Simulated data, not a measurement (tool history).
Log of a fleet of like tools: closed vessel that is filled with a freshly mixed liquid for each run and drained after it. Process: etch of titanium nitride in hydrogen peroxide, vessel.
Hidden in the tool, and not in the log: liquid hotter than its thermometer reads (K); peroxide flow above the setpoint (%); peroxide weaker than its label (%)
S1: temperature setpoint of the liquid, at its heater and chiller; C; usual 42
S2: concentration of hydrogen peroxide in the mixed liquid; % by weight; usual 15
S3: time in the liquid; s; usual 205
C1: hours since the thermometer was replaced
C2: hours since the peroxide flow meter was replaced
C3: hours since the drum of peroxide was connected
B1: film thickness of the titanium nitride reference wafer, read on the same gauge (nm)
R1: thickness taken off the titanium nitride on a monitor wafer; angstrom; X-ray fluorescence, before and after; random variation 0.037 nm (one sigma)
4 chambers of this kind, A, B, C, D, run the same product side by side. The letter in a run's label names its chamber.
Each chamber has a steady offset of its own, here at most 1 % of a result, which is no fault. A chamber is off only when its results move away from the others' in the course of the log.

run 1B hour=15.5 | S1=42 S2=15 S3=205 | C1=592.2 C2=666 C3=516.5 | B1=149.99 | R1=40.679
run 2D hour=26.4 | S1=42 S2=15 S3=205 | C1=1789 C2=1764.4 C3=94.4 | B1=149.96 | R1=40.734
run 3C hour=39.4 | S1=42 S2=15 S3=205 | C1=1795.8 C2=323.8 C3=716.2 | B1=149.99 | R1=41.381
run 4A hour=53.2 | S1=42 S2=15 S3=205 | C1=1084.9 C2=381.4 C3=298.2 | B1=149.98 | R1=40.633
-- hour=60.4 chamber B: peroxide flow meter replaced
run 5A hour=68.9 | S1=42 S2=15 S3=205 | C1=1100.6 C2=397.1 C3=313.9 | B1=150 | R1=41.087
run 6C hour=81 | S1=42 S2=15 S3=205 | C1=1837.4 C2=365.4 C3=757.8 | B1=150.02 | R1=40.62
run 7B hour=89.8 | S1=42 S2=15 S3=205 | C1=666.5 C2=29.5 C3=590.8 | B1=150.02 | R1=39.757
run 8D hour=103.5 | S1=42 S2=15 S3=205 | C1=1866.1 C2=1841.5 C3=171.5 | B1=150 | R1=40.797
run 9B hour=119.1 | S1=42 S2=15 S3=205 | C1=695.8 C2=58.8 C3=620.1 | B1=150.01 | R1=40.033
run 10C hour=132.2 | S1=42 S2=15 S3=205 | C1=1888.6 C2=416.6 C3=809 | B1=149.99 | R1=41.465
run 11A hour=142.8 | S1=42 S2=15 S3=205 | C1=1174.5 C2=471 C3=387.8 | B1=150.02 | R1=41.209
run 12D hour=154.1 | S1=42 S2=15 S3=205 | C1=1916.7 C2=1892.1 C3=222.1 | B1=149.99 | R1=41.123
run 13D hour=166.1 | S1=42 S2=15 S3=205 | C1=1928.7 C2=1904.1 C3=234.1 | B1=150 | R1=41.3
run 14A hour=175.8 | S1=42 S2=12 S3=205 | C1=1207.5 C2=504 C3=420.8 | B1=149.99 | R1=39.894
run 15B hour=183.5 | S1=42 S2=12 S3=205 | C1=760.2 C2=123.2 C3=684.5 | B1=149.97 | R1=38.303
run 16C hour=193.2 | S1=42 S2=12 S3=205 | C1=1949.6 C2=477.6 C3=870 | B1=149.99 | R1=39.135
run 17D hour=207.3 | S1=42 S2=12 S3=205 | C1=1969.9 C2=1945.3 C3=275.3 | B1=150 | R1=38.855
run 18B hour=222.6 | S1=42 S2=15 S3=205 | C1=799.3 C2=162.3 C3=723.6 | B1=149.98 | R1=40.128
run 19C hour=232.7 | S1=42 S2=15 S3=205 | C1=1989.1 C2=517.1 C3=909.5 | B1=149.98 | R1=41.208
run 20A hour=242.7 | S1=42 S2=15 S3=205 | C1=1274.4 C2=570.9 C3=487.7 | B1=150.02 | R1=42.763
run 21D hour=250.8 | S1=42 S2=15 S3=205 | C1=2013.4 C2=1988.8 C3=318.8 | B1=149.99 | R1=41.228
run 22A hour=259.2 | S1=42 S2=15 S3=205 | C1=1290.9 C2=587.4 C3=504.2 | B1=149.97 | R1=43.216
run 23C hour=268.1 | S1=42 S2=15 S3=205 | C1=2024.5 C2=552.5 C3=944.9 | B1=150.01 | R1=41.474
run 24B hour=279.4 | S1=33 S2=15 S3=155 | C1=856.1 C2=219.1 C3=780.4 | B1=149.99 | R1=15.125
run 25A hour=294.5 | S1=33 S2=15 S3=155 | C1=1326.2 C2=622.7 C3=539.5 | B1=150.02 | R1=16.235
run 26B hour=303.6 | S1=33 S2=15 S3=155 | C1=880.3 C2=243.3 C3=804.6 | B1=149.98 | R1=14.812
run 27D hour=318.6 | S1=33 S2=15 S3=155 | C1=2081.2 C2=2056.6 C3=386.6 | B1=150.01 | R1=15.391
run 28C hour=326.5 | S1=42 S2=15 S3=205 | C1=2082.9 C2=610.9 C3=1003.3 | B1=150 | R1=40.38
run 29C hour=338.1 | S1=42 S2=15 S3=205 | C1=2094.5 C2=622.5 C3=1014.9 | B1=150 | R1=41.401
run 30B hour=348 | S1=42 S2=15 S3=205 | C1=924.7 C2=287.7 C3=849 | B1=150 | R1=40.851
run 31D hour=360.7 | S1=42 S2=15 S3=205 | C1=2123.3 C2=2098.7 C3=428.7 | B1=150 | R1=40.35

Next, every chamber runs the same settings. What will each give?
run 32A hour=372.3 | S1=42 S2=15 S3=205 | R1=?
run 32B hour=372.3 | S1=42 S2=15 S3=205 | R1=?
run 32C hour=372.3 | S1=42 S2=15 S3=205 | R1=?
run 32D hour=372.3 | S1=42 S2=15 S3=205 | R1=?

run=32A R1=45.188
run=32B R1=40.185
run=32C R1=40.31
run=32D R1=41.219

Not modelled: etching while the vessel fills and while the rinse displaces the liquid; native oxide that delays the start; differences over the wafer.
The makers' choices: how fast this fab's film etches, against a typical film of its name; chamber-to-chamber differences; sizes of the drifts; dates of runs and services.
